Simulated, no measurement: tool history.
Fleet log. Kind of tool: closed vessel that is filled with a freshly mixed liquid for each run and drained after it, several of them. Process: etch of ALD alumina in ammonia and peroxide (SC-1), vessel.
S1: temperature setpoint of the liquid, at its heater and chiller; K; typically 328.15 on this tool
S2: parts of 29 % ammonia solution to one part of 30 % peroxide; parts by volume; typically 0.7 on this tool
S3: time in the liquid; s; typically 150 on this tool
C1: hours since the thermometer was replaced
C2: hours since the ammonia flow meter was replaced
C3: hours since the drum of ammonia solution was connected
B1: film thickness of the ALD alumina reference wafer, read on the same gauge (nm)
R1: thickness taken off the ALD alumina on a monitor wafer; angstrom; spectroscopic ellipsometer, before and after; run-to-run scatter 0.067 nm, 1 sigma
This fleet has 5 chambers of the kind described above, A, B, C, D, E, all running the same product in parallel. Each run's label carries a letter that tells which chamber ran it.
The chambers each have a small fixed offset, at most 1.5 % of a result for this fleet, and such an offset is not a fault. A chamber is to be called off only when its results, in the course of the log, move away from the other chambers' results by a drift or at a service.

Run 1C, hour 3: usual settings; C1 1090.8; C2 84.3; C3 968; B1 90.002. Result: R1 85.013 angstrom.
Run 2A, hour 8.7: usual settings; C1 1490.1; C2 2152.4; C3 638; B1 90.014. Result: R1 83.401 angstrom.
Run 3E, hour 14.7: usual settings; C1 593.5; C2 454; C3 386.6; B1 89.986. Result: R1 84.554 angstrom.
Run 4D, hour 17.7: usual settings; C1 1102.5; C2 1790.5; C3 539.5; B1 90.001. Result: R1 82.754 angstrom.
At hour 20: chamber C: new drum of ammonia solution connected.
Run 5B, hour 20.4: usual settings but S3 230 s; C1 163.3; C2 1957.7; C3 110.5; B1 90.006. Result: R1 126.26 angstrom.
Run 6E, hour 26.5: usual settings but S3 230 s; C1 605.3; C2 465.8; C3 398.4; B1 90.001. Result: R1 128.08 angstrom.
Run 7C, hour 29.7: usual settings but S3 230 s; C1 1117.5; C2 111; C3 9.7; B1 89.995. Result: R1 131.2 angstrom.
Run 8A, hour 35.9: usual settings but S3 230 s; C1 1517.3; C2 2179.6; C3 665.2; B1 89.997. Result: R1 125.42 angstrom.
Run 9B, hour 40: usual settings but S3 230 s; C1 182.9; C2 1977.3; C3 130.1; B1 90.018. Result: R1 126.74 angstrom.
Run 10D, hour 44.1: usual settings; C1 1128.9; C2 1816.9; C3 565.9; B1 90.001. Result: R1 82.7 angstrom.
Run 11A, hour 47.8: usual settings; C1 1529.2; C2 2191.5; C3 677.1; B1 90.011. Result: R1 83.453 angstrom.
Run 12E, hour 53.4: usual settings; C1 632.2; C2 492.7; C3 425.3; B1 90.022. Result: R1 82.894 angstrom.
Run 13D, hour 58.7: usual settings; C1 1143.5; C2 1831.5; C3 580.5; B1 90. Result: R1 84.068 angstrom.
Run 14C, hour 64.8: usual settings; C1 1152.6; C2 146.1; C3 44.8; B1 90.009. Result: R1 84.251 angstrom.
Run 15B, hour 70.8: usual settings; C1 213.7; C2 2008.1; C3 160.9; B1 89.991. Result: R1 81.79 angstrom.
Run 16B, hour 75.4: usual settings; C1 218.3; C2 2012.7; C3 165.5; B1 89.996. Result: R1 82.303 angstrom.
Run 17D, hour 79.5: usual settings but S1 337.65 K, S2 0.55 parts by volume; C1 1164.3; C2 1852.3; C3 601.3; B1 90.009. Result: R1 136.46 angstrom.
Run 18A, hour 85.4: usual settings but S1 337.65 K, S2 0.55 parts by volume; C1 1566.8; C2 2229.1; C3 714.7; B1 89.978. Result: R1 132.5 angstrom.
Run 19E, hour 88.2: usual settings but S1 337.65 K, S2 0.55 parts by volume; C1 667; C2 527.5; C3 460.1; B1 90.02. Result: R1 133.13 angstrom.
Run 20C, hour 92.1: usual settings but S1 337.65 K, S2 0.55 parts by volume; C1 1179.9; C2 173.4; C3 72.1; B1 90.012. Result: R1 135.93 angstrom.
Run 21E, hour 95.7: usual settings but S1 337.65 K, S2 0.55 parts by volume; C1 674.5; C2 535; C3 467.6; B1 90.001. Result: R1 131.63 angstrom.
Run 22C, hour 99.2: usual settings; C1 1187; C2 180.5; C3 79.2; B1 90.02. Result: R1 83.965 angstrom.
Run 23B, hour 104.7: usual settings but S1 335.15 K, S2 0.55 parts by volume; C1 247.6; C2 2042; C3 194.8; B1 89.988. Result: R1 115.9 angstrom.
Run 24A, hour 110.7: usual settings but S1 335.15 K, S2 0.55 parts by volume; C1 1592.1; C2 2254.4; C3 740; B1 89.993. Result: R1 116.81 angstrom.
Run 25D, hour 114.1: usual settings but S1 335.15 K, S2 0.55 parts by volume; C1 1198.9; C2 1886.9; C3 635.9; B1 89.965. Result: R1 121.61 angstrom.
Run 26A, hour 118.3: usual settings but S1 335.15 K, S2 0.55 parts by volume; C1 1599.7; C2 2262; C3 747.6; B1 90.014. Result: R1 115.04 angstrom.
Run 27C, hour 121.5: usual settings but S1 335.15 K, S2 0.55 parts by volume; C1 1209.3; C2 202.8; C3 101.5; B1 89.993. Result: R1 117.53 angstrom.
Run 28B, hour 125.4: usual settings; C1 268.3; C2 2062.7; C3 215.5; B1 89.988. Result: R1 82.955 angstrom.
Run 29D, hour 129.7: usual settings; C1 1214.5; C2 1902.5; C3 651.5; B1 90.015. Result: R1 86.837 angstrom.
Run 30E, hour 134.3: usual settings; C1 713.1; C2 573.6; C3 506.2; B1 90.005. Result: R1 83.604 angstrom.
Run 31A, hour 139.7: usual settings but S3 85 s; C1 1621.1; C2 2283.4; C3 769; B1 90.008. Result: R1 47.619 angstrom.
Run 32B, hour 143.6: usual settings but S3 85 s; C1 286.5; C2 2080.9; C3 233.7; B1 90.015. Result: R1 46.717 angstrom.
Run 33C, hour 147: usual settings but S3 85 s; C1 1234.8; C2 228.3; C3 127; B1 89.989. Result: R1 47.673 angstrom.
Run 34E, hour 153.2: usual settings but S3 85 s; C1 732; C2 592.5; C3 525.1; B1 89.985. Result: R1 47.684 angstrom.
Run 35D, hour 158.1: usual settings but S3 85 s; C1 1242.9; C2 1930.9; C3 679.9; B1 89.995. Result: R1 50.273 angstrom.
Run 36C, hour 161.4: usual settings; C1 1249.2; C2 242.7; C3 141.4; B1 90.003. Result: R1 83.752 angstrom.
Run 37A, hour 164.7: usual settings; C1 1646.1; C2 2308.4; C3 794; B1 89.998. Result: R1 81.745 angstrom.
Run 38B, hour 170: usual settings; C1 312.9; C2 2107.3; C3 260.1; B1 89.995. Result: R1 82.657 angstrom.
Run 39D, hour 175.8: usual settings; C1 1260.6; C2 1948.6; C3 697.6; B1 89.981. Result: R1 89.351 angstrom.

Each of the 5 chambers runs these same settings next. Fill in every chamber's results:
Run 40A, hour 180.3: usual settings. Result: R1 ?.
Run 40B, hour 180.3: usual settings. Result: R1 ?.
Run 40C, hour 180.3: usual settings. Result: R1 ?.
Run 40D, hour 180.3: usual settings. Result: R1 ?.
Run 40E, hour 180.3: usual settings. Result: R1 ?.

run      R1
40A  82.968
40B  82.971
40C  84.978
40D  89.909
40E  84.094
